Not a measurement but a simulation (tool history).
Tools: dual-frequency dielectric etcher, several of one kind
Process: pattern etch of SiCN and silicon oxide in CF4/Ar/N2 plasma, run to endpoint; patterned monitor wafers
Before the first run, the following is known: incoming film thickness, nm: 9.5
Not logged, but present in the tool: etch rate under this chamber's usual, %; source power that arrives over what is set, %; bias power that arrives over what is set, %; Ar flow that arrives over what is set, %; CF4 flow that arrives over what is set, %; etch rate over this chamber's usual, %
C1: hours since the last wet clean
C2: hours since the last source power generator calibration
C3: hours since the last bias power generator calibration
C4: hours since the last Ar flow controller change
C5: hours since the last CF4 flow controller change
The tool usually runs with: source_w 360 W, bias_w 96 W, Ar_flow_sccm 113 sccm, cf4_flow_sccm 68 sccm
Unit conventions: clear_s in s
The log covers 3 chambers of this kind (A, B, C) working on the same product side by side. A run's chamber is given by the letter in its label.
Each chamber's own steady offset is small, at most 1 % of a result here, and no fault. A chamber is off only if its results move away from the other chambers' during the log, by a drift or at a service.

run 1C hour=4.9 | source_w=360 bias_w=96 Ar_flow_sccm=113 cf4_flow_sccm=68 | C1=162.5 C2=3026.8 C3=1987.6 C4=1075.7 C5=3210.1 | clear_s=12.253
run 2B hour=11.4 | source_w=360 bias_w=96 Ar_flow_sccm=113 cf4_flow_sccm=68 | C1=320.0 C2=1657.2 C3=54.5 C4=962.7 C5=1974.2 | clear_s=12.491
run 3A hour=15.1 | source_w=360 bias_w=96 Ar_flow_sccm=113 cf4_flow_sccm=68 | C1=257.5 C2=767.2 C3=1073.2 C4=1712.0 C5=1993.2 | clear_s=12.399
run 4C hour=21.5 | source_w=360 bias_w=96 Ar_flow_sccm=113 cf4_flow_sccm=68 | C1=179.1 C2=3043.4 C3=2004.2 C4=1092.3 C5=3226.7 | clear_s=12.259
run 5A hour=25.6 | source_w=360 bias_w=96 Ar_flow_sccm=113 cf4_flow_sccm=68 | C1=268.0 C2=777.7 C3=1083.7 C4=1722.5 C5=2003.7 | clear_s=12.336
run 6B hour=29.6 | source_w=360 bias_w=96 Ar_flow_sccm=113 cf4_flow_sccm=75 | C1=338.2 C2=1675.4 C3=72.7 C4=980.9 C5=1992.4 | clear_s=12.338
run 7C hour=36.2 | source_w=360 bias_w=96 Ar_flow_sccm=113 cf4_flow_sccm=75 | C1=193.8 C2=3058.1 C3=2018.9 C4=1107.0 C5=3241.4 | clear_s=12.151
-- hour=38.6 chamber B: wet clean of the chamber
run 8B hour=39.8 | source_w=360 bias_w=96 Ar_flow_sccm=113 cf4_flow_sccm=75 | C1=1.2 C2=1685.6 C3=82.9 C4=991.1 C5=2002.6 | clear_s=12.422
run 9A hour=46.7 | source_w=360 bias_w=96 Ar_flow_sccm=113 cf4_flow_sccm=68 | C1=289.1 C2=798.8 C3=1104.8 C4=1743.6 C5=2024.8 | clear_s=12.251
run 10C hour=50.3 | source_w=360 bias_w=96 Ar_flow_sccm=113 cf4_flow_sccm=68 | C1=207.9 C2=3072.2 C3=2033.0 C4=1121.1 C5=3255.5 | clear_s=12.217
run 11A hour=54.9 | source_w=360 bias_w=96 Ar_flow_sccm=113 cf4_flow_sccm=68 | C1=297.3 C2=807.0 C3=1113.0 C4=1751.8 C5=2033.0 | clear_s=12.314
run 12B hour=60.5 | source_w=360 bias_w=96 Ar_flow_sccm=113 cf4_flow_sccm=68 | C1=21.9 C2=1706.3 C3=103.6 C4=1011.8 C5=2023.3 | clear_s=12.515
run 13C hour=64.3 | source_w=360 bias_w=96 Ar_flow_sccm=113 cf4_flow_sccm=68 | C1=221.9 C2=3086.2 C3=2047.0 C4=1135.1 C5=3269.5 | clear_s=12.255
-- hour=68.9 chamber C: source power generator calibrated
run 14B hour=71.7 | source_w=360 bias_w=96 Ar_flow_sccm=113 cf4_flow_sccm=68 | C1=33.1 C2=1717.5 C3=114.8 C4=1023.0 C5=2034.5 | clear_s=12.405
run 15A hour=77.0 | source_w=360 bias_w=96 Ar_flow_sccm=113 cf4_flow_sccm=68 | C1=319.4 C2=829.1 C3=1135.1 C4=1773.9 C5=2055.1 | clear_s=12.344
run 16A hour=83.7 | source_w=360 bias_w=96 Ar_flow_sccm=113 cf4_flow_sccm=68 | C1=326.1 C2=835.8 C3=1141.8 C4=1780.6 C5=2061.8 | clear_s=12.327
run 17C hour=89.5 | source_w=360 bias_w=96 Ar_flow_sccm=113 cf4_flow_sccm=68 | C1=247.1 C2=20.6 C3=2072.2 C4=1160.3 C5=3294.7 | clear_s=12.262
run 18B hour=93.1 | source_w=360 bias_w=96 Ar_flow_sccm=113 cf4_flow_sccm=68 | C1=54.5 C2=1738.9 C3=136.2 C4=1044.4 C5=2055.9 | clear_s=12.572
run 19A hour=97.1 | source_w=360 bias_w=96 Ar_flow_sccm=113 cf4_flow_sccm=68 | C1=339.5 C2=849.2 C3=1155.2 C4=1794.0 C5=2075.2 | clear_s=12.436
run 20C hour=101.8 | source_w=360 bias_w=96 Ar_flow_sccm=100 cf4_flow_sccm=52 | C1=259.4 C2=32.9 C3=2084.5 C4=1172.6 C5=3307.0 | clear_s=12.554
run 21B hour=105.3 | source_w=360 bias_w=96 Ar_flow_sccm=100 cf4_flow_sccm=52 | C1=66.7 C2=1751.1 C3=148.4 C4=1056.6 C5=2068.1 | clear_s=12.688
run 22A hour=110.5 | source_w=360 bias_w=96 Ar_flow_sccm=100 cf4_flow_sccm=52 | C1=352.9 C2=862.6 C3=1168.6 C4=1807.4 C5=2088.6 | clear_s=12.731
run 23B hour=116.9 | source_w=360 bias_w=96 Ar_flow_sccm=113 cf4_flow_sccm=68 | C1=78.3 C2=1762.7 C3=160.0 C4=1068.2 C5=2079.7 | clear_s=12.394
run 24C hour=121.7 | source_w=360 bias_w=96 Ar_flow_sccm=113 cf4_flow_sccm=68 | C1=279.3 C2=52.8 C3=2104.4 C4=1192.5 C5=3326.9 | clear_s=12.204
run 25A hour=127.1 | source_w=360 bias_w=96 Ar_flow_sccm=113 cf4_flow_sccm=68 | C1=369.5 C2=879.2 C3=1185.2 C4=1824.0 C5=2105.2 | clear_s=12.456
run 26B hour=130.5 | source_w=360 bias_w=96 Ar_flow_sccm=113 cf4_flow_sccm=68 | C1=91.9 C2=1776.3 C3=173.6 C4=1081.8 C5=2093.3 | clear_s=12.500
run 27C hour=136.3 | source_w=360 bias_w=74 Ar_flow_sccm=113 cf4_flow_sccm=68 | C1=293.9 C2=67.4 C3=2119.0 C4=1207.1 C5=3341.5 | clear_s=13.459
run 28C hour=141.7 | source_w=360 bias_w=74 Ar_flow_sccm=113 cf4_flow_sccm=68 | C1=299.3 C2=72.8 C3=2124.4 C4=1212.5 C5=3346.9 | clear_s=13.544
run 29A hour=145.7 | source_w=360 bias_w=74 Ar_flow_sccm=113 cf4_flow_sccm=68 | C1=388.1 C2=897.8 C3=1203.8 C4=1842.6 C5=2123.8 | clear_s=13.839
run 30B hour=150.8 | source_w=360 bias_w=96 Ar_flow_sccm=113 cf4_flow_sccm=68 | C1=112.2 C2=1796.6 C3=193.9 C4=1102.1 C5=2113.6 | clear_s=12.476
run 31B hour=154.8 | source_w=360 bias_w=96 Ar_flow_sccm=97 cf4_flow_sccm=62 | C1=116.2 C2=1800.6 C3=197.9 C4=1106.1 C5=2117.6 | clear_s=12.347
run 32A hour=158.1 | source_w=360 bias_w=96 Ar_flow_sccm=97 cf4_flow_sccm=62 | C1=400.5 C2=910.2 C3=1216.2 C4=1855.0 C5=2136.2 | clear_s=12.519
run 33C hour=163.7 | source_w=360 bias_w=96 Ar_flow_sccm=97 cf4_flow_sccm=62 | C1=321.3 C2=94.8 C3=2146.4 C4=1234.5 C5=3368.9 | clear_s=12.102
run 34A hour=169.0 | source_w=360 bias_w=96 Ar_flow_sccm=113 cf4_flow_sccm=68 | C1=411.4 C2=921.1 C3=1227.1 C4=1865.9 C5=2147.1 | clear_s=12.671
run 35B hour=172.4 | source_w=360 bias_w=96 Ar_flow_sccm=113 cf4_flow_sccm=68 | C1=133.8 C2=1818.2 C3=215.5 C4=1123.7 C5=2135.2 | clear_s=12.516
run 36C hour=178.6 | source_w=360 bias_w=96 Ar_flow_sccm=113 cf4_flow_sccm=68 | C1=336.2 C2=109.7 C3=2161.3 C4=1249.4 C5=3383.8 | clear_s=12.255

Next, all 3 chambers run the settings below, one line each with question marks for the results. What does each chamber give?
run 37A hour=184.0 | source_w=420 bias_w=96 Ar_flow_sccm=113 cf4_flow_sccm=68 | clear_s=?
run 37B hour=184.0 | source_w=420 bias_w=96 Ar_flow_sccm=113 cf4_flow_sccm=68 | clear_s=?
run 37C hour=184.0 | source_w=420 bias_w=96 Ar_flow_sccm=113 cf4_flow_sccm=68 | clear_s=?

run=37A clear_s=11.017
run=37B clear_s=10.860
run=37C clear_s=10.680
